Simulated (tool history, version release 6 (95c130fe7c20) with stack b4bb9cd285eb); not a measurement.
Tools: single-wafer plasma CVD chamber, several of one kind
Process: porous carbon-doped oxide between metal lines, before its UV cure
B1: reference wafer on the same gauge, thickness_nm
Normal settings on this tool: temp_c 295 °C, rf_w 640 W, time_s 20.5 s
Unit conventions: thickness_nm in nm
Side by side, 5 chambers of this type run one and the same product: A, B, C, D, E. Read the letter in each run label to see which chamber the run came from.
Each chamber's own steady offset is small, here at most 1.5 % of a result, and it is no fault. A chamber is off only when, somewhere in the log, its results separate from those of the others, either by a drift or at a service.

Run 1B, day 0.5: usual settings; B1 128.95. Result: thickness_nm 135.28 nm.
Run 2E, day 1.108: usual settings; B1 128.95. Result: thickness_nm 135.38 nm.
Run 3C, day 1.375: usual settings; B1 128.91. Result: thickness_nm 136.08 nm.
Run 4A, day 1.975: usual settings; B1 128.86. Result: thickness_nm 137.16 nm.
Run 5D, day 2.462: usual settings; B1 128.87. Result: thickness_nm 134.59 nm.
Run 6E, day 2.867: usual settings but temp_c 284 °C, time_s 21.8 s; B1 128.9. Result: thickness_nm 154.04 nm.
Run 7A, day 3.258: usual settings but temp_c 284 °C, time_s 21.8 s; B1 128.79. Result: thickness_nm 156.46 nm.
Run 8C, day 3.788: usual settings but temp_c 284 °C, time_s 21.8 s; B1 128.76. Result: thickness_nm 153.55 nm.
Run 9D, day 4.062: usual settings but temp_c 284 °C, time_s 21.8 s; B1 128.85. Result: thickness_nm 152.46 nm.
Run 10B, day 4.608: usual settings but temp_c 284 °C, time_s 21.8 s; B1 128.76. Result: thickness_nm 152.81 nm.
Run 11E, day 5.017: usual settings; B1 128.69. Result: thickness_nm 135.43 nm.
Run 12D, day 5.442: usual settings; B1 128.69. Result: thickness_nm 134.14 nm.
Run 13C, day 5.996: usual settings; B1 128.66. Result: thickness_nm 135.63 nm.
Run 14B, day 6.579: usual settings; B1 128.66. Result: thickness_nm 135.28 nm.
Run 15A, day 6.917: usual settings; B1 128.65. Result: thickness_nm 136.81 nm.
Run 16D, day 7.279: usual settings; B1 128.66. Result: thickness_nm 134.1 nm.
Run 17C, day 7.721: usual settings; B1 128.59. Result: thickness_nm 135.74 nm.
Run 18B, day 8.092: usual settings; B1 128.56. Result: thickness_nm 134.85 nm.
Run 19A, day 8.458: usual settings; B1 128.53. Result: thickness_nm 137.46 nm.
Run 20E, day 8.912: usual settings but rf_w 590 W, time_s 18.8 s; B1 128.51. Result: thickness_nm 118.07 nm.
Run 21C, day 9.462: usual settings but rf_w 590 W, time_s 18.8 s; B1 128.5. Result: thickness_nm 117.68 nm.
Run 22A, day 9.917: usual settings but rf_w 590 W, time_s 18.8 s; B1 128.39. Result: thickness_nm 119.58 nm.
Run 23B, day 10.288: usual settings but rf_w 590 W, time_s 18.8 s; B1 128.4. Result: thickness_nm 117.65 nm.
Run 24D, day 10.625: usual settings but rf_w 590 W, time_s 18.8 s; B1 128.37. Result: thickness_nm 117.08 nm.
Run 25E, day 11.083: usual settings; B1 128.4. Result: thickness_nm 134.97 nm.
Run 26C, day 11.679: usual settings but temp_c 286 °C; B1 128.31. Result: thickness_nm 143.07 nm.
Run 27E, day 12.117: usual settings but temp_c 286 °C; B1 128.34. Result: thickness_nm 142.91 nm.
Run 28D, day 12.692: usual settings but temp_c 286 °C; B1 128.29. Result: thickness_nm 141.88 nm.
At day 12.85: chamber B: thermocouple changed; heater temperature recalibrated.
Run 29B, day 13.233: usual settings but temp_c 286 °C; B1 128.3. Result: thickness_nm 142.25 nm.
At day 13.533: chamber C: RF generator calibrated.
Run 30A, day 13.658: usual settings but temp_c 286 °C; B1 128.25. Result: thickness_nm 144.31 nm.
At day 13.721: chamber E: RF generator calibrated.
Run 31E, day 14.262: usual settings; B1 128.2. Result: thickness_nm 134.85 nm.
Run 32B, day 14.583: usual settings; B1 128.15. Result: thickness_nm 134.67 nm.
Run 33C, day 15: usual settings; B1 128.12. Result: thickness_nm 135.18 nm.
Run 34A, day 15.529: usual settings; B1 128.11. Result: thickness_nm 136.02 nm.

Is one chamber off against the others, does the gauge drift, or is nothing wrong? If a chamber is off, say which, and what the likeliest cause is.

The shared gauge is drifting. All chambers look as if they move in step, but none is off.
Likeliest cause: gauge reads low (%) = 0.707.
